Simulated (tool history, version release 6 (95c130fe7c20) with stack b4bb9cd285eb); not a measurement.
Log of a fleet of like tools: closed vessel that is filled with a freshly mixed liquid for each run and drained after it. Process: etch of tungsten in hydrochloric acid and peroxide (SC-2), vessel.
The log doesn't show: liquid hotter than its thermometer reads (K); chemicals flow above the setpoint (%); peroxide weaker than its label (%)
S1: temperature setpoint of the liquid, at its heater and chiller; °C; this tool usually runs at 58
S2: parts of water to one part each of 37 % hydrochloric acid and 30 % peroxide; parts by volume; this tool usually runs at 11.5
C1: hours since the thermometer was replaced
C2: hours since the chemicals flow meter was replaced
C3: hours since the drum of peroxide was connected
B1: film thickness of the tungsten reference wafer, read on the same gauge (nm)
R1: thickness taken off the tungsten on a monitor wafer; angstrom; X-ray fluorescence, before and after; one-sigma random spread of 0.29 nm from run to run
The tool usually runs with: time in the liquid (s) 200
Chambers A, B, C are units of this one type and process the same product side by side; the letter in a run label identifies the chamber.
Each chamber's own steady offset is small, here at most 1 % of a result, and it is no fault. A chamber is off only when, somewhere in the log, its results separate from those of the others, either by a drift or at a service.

At hour 2.4: chamber A: new drum of peroxide connected.
Run 1C, hour 7.3: usual settings; C1 943.4; C2 614.1; C3 582.8; B1 89.985. Result: R1 339.26 angstrom.
Run 2B, hour 13.9: usual settings; C1 492.6; C2 617.3; C3 206.3; B1 90.017. Result: R1 342.22 angstrom.
Run 3A, hour 26: usual settings; C1 1294.2; C2 494.9; C3 23.6; B1 89.994. Result: R1 338.02 angstrom.
Run 4A, hour 34.2: usual settings; C1 1302.4; C2 503.1; C3 31.8; B1 89.991. Result: R1 335.73 angstrom.
Run 5C, hour 45.8: usual settings; C1 981.9; C2 652.6; C3 621.3; B1 89.999. Result: R1 346.05 angstrom.
Run 6B, hour 54.9: usual settings; C1 533.6; C2 658.3; C3 247.3; B1 90.017. Result: R1 337.37 angstrom.
Run 7A, hour 62.3: usual settings; C1 1330.5; C2 531.2; C3 59.9; B1 90.003. Result: R1 336.38 angstrom.
Run 8B, hour 69.7: usual settings; C1 548.4; C2 673.1; C3 262.1; B1 90.037. Result: R1 339.33 angstrom.
Run 9C, hour 76.7: usual settings; C1 1012.8; C2 683.5; C3 652.2; B1 90.015. Result: R1 344.66 angstrom.
Run 10C, hour 91.3: usual settings; C1 1027.4; C2 698.1; C3 666.8; B1 89.989. Result: R1 341.94 angstrom.
Run 11B, hour 104.7: usual settings; C1 583.4; C2 708.1; C3 297.1; B1 89.963. Result: R1 332.58 angstrom.
Run 12A, hour 112.8: usual settings but S2 14 parts by volume, time in the liquid (s) 140; C1 1381; C2 581.7; C3 110.4; B1 89.999. Result: R1 201.86 angstrom.
Run 13A, hour 122.5: usual settings but S2 14 parts by volume, time in the liquid (s) 140; C1 1390.7; C2 591.4; C3 120.1; B1 90.03. Result: R1 201.4 angstrom.
Run 14B, hour 131.1: usual settings but S2 14 parts by volume, time in the liquid (s) 140; C1 609.8; C2 734.5; C3 323.5; B1 90.005. Result: R1 199.87 angstrom.
Run 15C, hour 143.6: usual settings but S2 15.5 parts by volume, time in the liquid (s) 125; C1 1079.7; C2 750.4; C3 719.1; B1 89.986. Result: R1 170.03 angstrom.
Run 16C, hour 150.8: usual settings but S2 15.5 parts by volume, time in the liquid (s) 125; C1 1086.9; C2 757.6; C3 726.3; B1 89.997. Result: R1 171.48 angstrom.
At hour 155.8: chamber A: chemicals flow meter replaced.
Run 17A, hour 163.2: usual settings but S2 15.5 parts by volume, time in the liquid (s) 125; C1 1431.4; C2 7.4; C3 160.8; B1 89.998. Result: R1 162.2 angstrom.
Run 18B, hour 170.2: usual settings; C1 648.9; C2 773.6; C3 362.6; B1 89.99. Result: R1 339.4 angstrom.
Run 19C, hour 177.3: usual settings; C1 1113.4; C2 784.1; C3 752.8; B1 89.97. Result: R1 356.34 angstrom.
Run 20B, hour 190.3: usual settings; C1 669; C2 793.7; C3 382.7; B1 90.011. Result: R1 333.77 angstrom.
Run 21A, hour 204.6: usual settings but S2 15 parts by volume; C1 1472.8; C2 48.8; C3 202.2; B1 89.979. Result: R1 268.15 angstrom.
Run 22B, hour 218: usual settings but S2 15 parts by volume; C1 696.7; C2 821.4; C3 410.4; B1 90.009. Result: R1 268.88 angstrom.

Is one chamber off against the others, does the gauge drift, or is nothing wrong? If a chamber is off, say which, and what the likeliest cause is.

Little by little, chamber C moves away from the other chambers.
What lies behind it: chemicals flow above the setpoint (%) = 8.79.
The log may not separate it from: liquid hotter than its thermometer reads (K).

Which of the 4 candidates below, each the usual settings with something changed and its results left as question marks, puts chamber C back in line with what the other chambers give on the usual settings?
To be in line, a result may differ from the other chambers' mean on the usual settings by at most: R1 10 angstrom
Run 23C-1, hour 228.6: usual settings but S1 57.5 °C, time in the liquid (s) 190. Result: R1 ?.
Run 23C-2, hour 228.6: usual settings but S1 56 °C, S2 12 parts by volume. Result: R1 ?.
Run 23C-3, hour 228.6: usual settings but S2 10.5 parts by volume, time in the liquid (s) 220. Result: R1 ?.
Run 23C-4, hour 228.6: usual settings but S2 10.5 parts by volume. Result: R1 ?.

Usual-settings mean across the other chambers: R1 337.84 angstrom
  run      R1
23C-1  336.94
23C-2   310.7
23C-3  434.43
23C-4  394.94
Change 23C-1 lands the chamber within the allowed miss of the other chambers.

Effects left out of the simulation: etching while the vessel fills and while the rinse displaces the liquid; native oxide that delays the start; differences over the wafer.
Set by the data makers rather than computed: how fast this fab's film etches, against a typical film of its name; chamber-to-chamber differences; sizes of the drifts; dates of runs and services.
